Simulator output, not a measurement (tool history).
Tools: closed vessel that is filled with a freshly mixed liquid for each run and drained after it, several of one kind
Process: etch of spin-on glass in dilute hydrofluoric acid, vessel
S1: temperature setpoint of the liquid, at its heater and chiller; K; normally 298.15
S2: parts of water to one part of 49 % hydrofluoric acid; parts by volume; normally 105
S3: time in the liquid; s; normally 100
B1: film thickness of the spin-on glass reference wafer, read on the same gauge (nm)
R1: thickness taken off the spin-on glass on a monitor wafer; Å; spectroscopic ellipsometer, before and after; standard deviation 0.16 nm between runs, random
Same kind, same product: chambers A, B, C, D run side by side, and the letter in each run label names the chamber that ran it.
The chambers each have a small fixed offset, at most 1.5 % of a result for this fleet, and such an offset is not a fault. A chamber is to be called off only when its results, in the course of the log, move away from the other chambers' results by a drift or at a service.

run 1D day=0.646 | S1=298.15 S2=105 S3=100 | B1=69.996 | R1=205.82
run 2A day=1.271 | S1=298.15 S2=105 S3=100 | B1=70.003 | R1=204.4
run 3B day=1.846 | S1=298.15 S2=105 S3=100 | B1=69.974 | R1=206.54
run 4C day=2.362 | S1=298.15 S2=105 S3=100 | B1=69.996 | R1=211.68
run 5D day=2.725 | S1=298.15 S2=105 S3=100 | B1=70.001 | R1=206.27
run 6A day=3.296 | S1=298.15 S2=105 S3=100 | B1=69.982 | R1=203.07
run 7B day=3.617 | S1=298.15 S2=105 S3=100 | B1=69.988 | R1=211.43
run 8C day=4.233 | S1=298.15 S2=105 S3=100 | B1=69.987 | R1=210.97
run 9B day=4.571 | S1=298.15 S2=105 S3=120 | B1=70.015 | R1=252.82
run 10A day=4.971 | S1=298.15 S2=105 S3=120 | B1=69.992 | R1=241.76
run 11C day=5.304 | S1=298.15 S2=105 S3=120 | B1=70.007 | R1=249.99
run 12D day=5.667 | S1=298.15 S2=105 S3=120 | B1=70.013 | R1=243.62
run 13A day=6.146 | S1=298.15 S2=105 S3=100 | B1=69.981 | R1=202.89
run 14B day=6.475 | S1=298.15 S2=105 S3=100 | B1=70.024 | R1=214.28
run 15C day=6.971 | S1=296.15 S2=105 S3=125 | B1=70 | R1=243.97
run 16D day=7.438 | S1=296.15 S2=105 S3=125 | B1=69.984 | R1=236.4
run 17D day=7.971 | S1=296.15 S2=105 S3=125 | B1=70.022 | R1=240.78
run 18A day=8.296 | S1=296.15 S2=105 S3=125 | B1=69.982 | R1=233.93
run 19B day=8.825 | S1=298.15 S2=105 S3=100 | B1=70.026 | R1=222.1
run 20C day=9.296 | S1=300.15 S2=105 S3=100 | B1=70.013 | R1=225.51
run 21D day=9.946 | S1=300.15 S2=105 S3=100 | B1=69.992 | R1=218.39
run 22B day=10.375 | S1=300.15 S2=105 S3=100 | B1=69.991 | R1=237.26
run 23A day=10.796 | S1=300.15 S2=105 S3=100 | B1=70.024 | R1=218.67
run 24C day=11.438 | S1=298.15 S2=105 S3=100 | B1=70.008 | R1=208.64
run 25A day=11.804 | S1=298.15 S2=105 S3=100 | B1=70.008 | R1=205.62
-- day=12.167 chamber D: hydrofluoric acid flow meter replaced
run 26B day=12.3 | S1=298.15 S2=105 S3=100 | B1=69.971 | R1=227.54
run 27C day=12.721 | S1=298.15 S2=105 S3=100 | B1=70.034 | R1=212.49
run 28D day=13.362 | S1=298.15 S2=105 S3=100 | B1=69.983 | R1=209.36
run 29D day=13.717 | S1=298.15 S2=105 S3=100 | B1=69.991 | R1=206.23
run 30A day=14.088 | S1=298.15 S2=105 S3=100 | B1=69.995 | R1=203.99

All 4 chambers run these settings next. Forecast each chamber's results:
run 31A day=14.567 | S1=298.15 S2=145 S3=100 | R1=?
run 31B day=14.567 | S1=298.15 S2=145 S3=100 | R1=?
run 31C day=14.567 | S1=298.15 S2=145 S3=100 | R1=?
run 31D day=14.567 | S1=298.15 S2=145 S3=100 | R1=?

run=31A R1=142.32
run=31B R1=157.4
run=31C R1=144.58
run=31D R1=141.26
